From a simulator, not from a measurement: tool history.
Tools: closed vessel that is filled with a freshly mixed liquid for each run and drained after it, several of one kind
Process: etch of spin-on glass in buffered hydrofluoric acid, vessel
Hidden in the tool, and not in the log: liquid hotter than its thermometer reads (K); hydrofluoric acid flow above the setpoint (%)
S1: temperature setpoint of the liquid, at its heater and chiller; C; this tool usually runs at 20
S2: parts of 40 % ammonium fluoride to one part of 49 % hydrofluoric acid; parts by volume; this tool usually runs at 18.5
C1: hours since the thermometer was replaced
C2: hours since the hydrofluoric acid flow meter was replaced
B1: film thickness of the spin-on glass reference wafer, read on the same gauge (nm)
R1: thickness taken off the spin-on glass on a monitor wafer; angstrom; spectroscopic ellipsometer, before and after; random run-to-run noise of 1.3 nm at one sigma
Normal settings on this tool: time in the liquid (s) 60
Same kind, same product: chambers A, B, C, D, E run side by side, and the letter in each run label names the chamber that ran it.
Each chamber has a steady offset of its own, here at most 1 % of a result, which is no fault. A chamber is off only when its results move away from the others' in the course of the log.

{"run": "1B", "day": 0.342, "S1": 20, "S2": 18.5, "time in the liquid (s)": 60, "C1": 1927.7, "C2": 531.3, "B1": 149.99, "R1": 1310.3}
{"day": 0.504, "done": "chamber B: hydrofluoric acid flow meter replaced"}
{"run": "2C", "day": 0.617, "S1": 20, "S2": 18.5, "time in the liquid (s)": 60, "C1": 979.5, "C2": 160.6, "B1": 149.98, "R1": 1318.3}
{"run": "3D", "day": 0.879, "S1": 20, "S2": 18.5, "time in the liquid (s)": 60, "C1": 49.6, "C2": 1465.5, "B1": 149.98, "R1": 1347.3}
{"run": "4A", "day": 1.208, "S1": 20, "S2": 18.5, "time in the liquid (s)": 60, "C1": 255.1, "C2": 557.5, "B1": 150.01, "R1": 1357.1}
{"run": "5E", "day": 1.521, "S1": 17, "S2": 18.5, "time in the liquid (s)": 30, "C1": 634.9, "C2": 1259.7, "B1": 150.02, "R1": 567.72}
{"run": "6E", "day": 1.896, "S1": 17, "S2": 18.5, "time in the liquid (s)": 30, "C1": 643.9, "C2": 1268.7, "B1": 150.0, "R1": 554.32}
{"run": "7D", "day": 2.142, "S1": 17, "S2": 18.5, "time in the liquid (s)": 30, "C1": 79.9, "C2": 1495.8, "B1": 150.02, "R1": 566.54}
{"run": "8A", "day": 2.454, "S1": 17, "S2": 18.5, "time in the liquid (s)": 30, "C1": 285.0, "C2": 587.4, "B1": 150.0, "R1": 567.84}
{"run": "9C", "day": 2.712, "S1": 17, "S2": 18.5, "time in the liquid (s)": 30, "C1": 1029.8, "C2": 210.9, "B1": 149.99, "R1": 552.24}
{"run": "10B", "day": 2.971, "S1": 20, "S2": 18.5, "time in the liquid (s)": 60, "C1": 1990.8, "C2": 59.2, "B1": 150.07, "R1": 1336.0}
{"run": "11D", "day": 3.338, "S1": 20, "S2": 18.5, "time in the liquid (s)": 60, "C1": 108.6, "C2": 1524.5, "B1": 149.93, "R1": 1336.2}
{"run": "12C", "day": 3.779, "S1": 20, "S2": 18.5, "time in the liquid (s)": 60, "C1": 1055.4, "C2": 236.5, "B1": 150.04, "R1": 1308.1}
{"run": "13A", "day": 4.029, "S1": 20, "S2": 18.5, "time in the liquid (s)": 60, "C1": 322.8, "C2": 625.2, "B1": 150.02, "R1": 1340.8}
{"run": "14B", "day": 4.267, "S1": 20, "S2": 18.5, "time in the liquid (s)": 60, "C1": 2021.9, "C2": 90.3, "B1": 150.03, "R1": 1343.0}
{"run": "15E", "day": 4.508, "S1": 20, "S2": 18.5, "time in the liquid (s)": 60, "C1": 706.6, "C2": 1331.4, "B1": 149.99, "R1": 1328.0}
{"run": "16B", "day": 4.854, "S1": 20, "S2": 18.5, "time in the liquid (s)": 60, "C1": 2036.0, "C2": 104.4, "B1": 150.0, "R1": 1297.6}
{"run": "17A", "day": 5.117, "S1": 20, "S2": 18.5, "time in the liquid (s)": 60, "C1": 348.9, "C2": 651.3, "B1": 150.02, "R1": 1345.6}
{"run": "18D", "day": 5.396, "S1": 20, "S2": 18.5, "time in the liquid (s)": 60, "C1": 158.0, "C2": 1573.9, "B1": 149.97, "R1": 1337.9}
{"run": "19E", "day": 5.733, "S1": 20, "S2": 18.5, "time in the liquid (s)": 60, "C1": 736.0, "C2": 1360.8, "B1": 150.02, "R1": 1341.0}
{"run": "20C", "day": 6.012, "S1": 20, "S2": 25.0, "time in the liquid (s)": 60, "C1": 1109.0, "C2": 290.1, "B1": 150.02, "R1": 1055.0}
{"run": "21E", "day": 6.304, "S1": 20, "S2": 25.0, "time in the liquid (s)": 60, "C1": 749.7, "C2": 1374.5, "B1": 150.03, "R1": 1071.9}
{"run": "22B", "day": 6.533, "S1": 20, "S2": 25.0, "time in the liquid (s)": 60, "C1": 2076.3, "C2": 144.7, "B1": 150.0, "R1": 1059.6}
{"run": "23A", "day": 6.9, "S1": 20, "S2": 25.0, "time in the liquid (s)": 60, "C1": 391.7, "C2": 694.1, "B1": 150.0, "R1": 1064.1}
{"run": "24D", "day": 7.354, "S1": 20, "S2": 25.0, "time in the liquid (s)": 60, "C1": 205.0, "C2": 1620.9, "B1": 149.98, "R1": 1064.2}
{"run": "25C", "day": 7.692, "S1": 20, "S2": 18.5, "time in the liquid (s)": 60, "C1": 1149.3, "C2": 330.4, "B1": 149.99, "R1": 1311.7}
{"run": "26B", "day": 7.996, "S1": 20, "S2": 18.5, "time in the liquid (s)": 60, "C1": 2111.4, "C2": 179.8, "B1": 149.95, "R1": 1334.5}
{"run": "27A", "day": 8.371, "S1": 20, "S2": 18.5, "time in the liquid (s)": 60, "C1": 427.0, "C2": 729.4, "B1": 150.01, "R1": 1347.7}
{"day": 8.45, "done": "chamber D: hydrofluoric acid flow meter replaced"}
{"run": "28C", "day": 8.675, "S1": 20, "S2": 18.5, "time in the liquid (s)": 60, "C1": 1172.9, "C2": 354.0, "B1": 149.96, "R1": 1312.2}
{"run": "29D", "day": 9.158, "S1": 20, "S2": 18.5, "time in the liquid (s)": 60, "C1": 248.3, "C2": 17.1, "B1": 149.96, "R1": 1336.3}
{"run": "30E", "day": 9.583, "S1": 20, "S2": 18.5, "time in the liquid (s)": 60, "C1": 828.4, "C2": 1453.2, "B1": 150.01, "R1": 1335.1}
{"run": "31C", "day": 9.908, "S1": 20, "S2": 18.5, "time in the liquid (s)": 60, "C1": 1202.5, "C2": 383.6, "B1": 150.06, "R1": 1306.0}
{"run": "32A", "day": 10.212, "S1": 20, "S2": 18.5, "time in the liquid (s)": 60, "C1": 471.2, "C2": 773.6, "B1": 150.02, "R1": 1353.4}
{"run": "33E", "day": 10.475, "S1": 20, "S2": 18.5, "time in the liquid (s)": 60, "C1": 849.8, "C2": 1474.6, "B1": 149.99, "R1": 1322.4}
{"run": "34B", "day": 10.929, "S1": 20, "S2": 18.5, "time in the liquid (s)": 60, "C1": 2181.8, "C2": 250.2, "B1": 150.02, "R1": 1326.9}
{"run": "35D", "day": 11.275, "S1": 20, "S2": 18.5, "time in the liquid (s)": 60, "C1": 299.1, "C2": 67.9, "B1": 150.06, "R1": 1326.7}
{"run": "36E", "day": 11.517, "S1": 20, "S2": 18.5, "time in the liquid (s)": 60, "C1": 874.8, "C2": 1499.6, "B1": 149.97, "R1": 1352.3}
{"run": "37D", "day": 11.95, "S1": 20, "S2": 18.5, "time in the liquid (s)": 60, "C1": 315.3, "C2": 84.1, "B1": 149.98, "R1": 1327.0}
{"run": "38A", "day": 12.208, "S1": 20, "S2": 18.5, "time in the liquid (s)": 60, "C1": 519.1, "C2": 821.5, "B1": 149.98, "R1": 1326.5}
{"run": "39C", "day": 12.596, "S1": 20, "S2": 18.5, "time in the liquid (s)": 60, "C1": 1267.0, "C2": 448.1, "B1": 149.99, "R1": 1332.4}
{"run": "40B", "day": 12.9, "S1": 17, "S2": 16.0, "time in the liquid (s)": 60, "C1": 2229.1, "C2": 297.5, "B1": 150.03, "R1": 1313.8}
{"run": "41E", "day": 13.254, "S1": 17, "S2": 16.0, "time in the liquid (s)": 60, "C1": 916.5, "C2": 1541.3, "B1": 150.0, "R1": 1308.2}

Is one chamber out of step, is the gauge drifting, or do the chambers differ by no more than their own small offsets? For an off chamber, give its letter and the likeliest cause.

No chamber is off and the gauge is stable; the differences are just each chamber's small, constant offset.

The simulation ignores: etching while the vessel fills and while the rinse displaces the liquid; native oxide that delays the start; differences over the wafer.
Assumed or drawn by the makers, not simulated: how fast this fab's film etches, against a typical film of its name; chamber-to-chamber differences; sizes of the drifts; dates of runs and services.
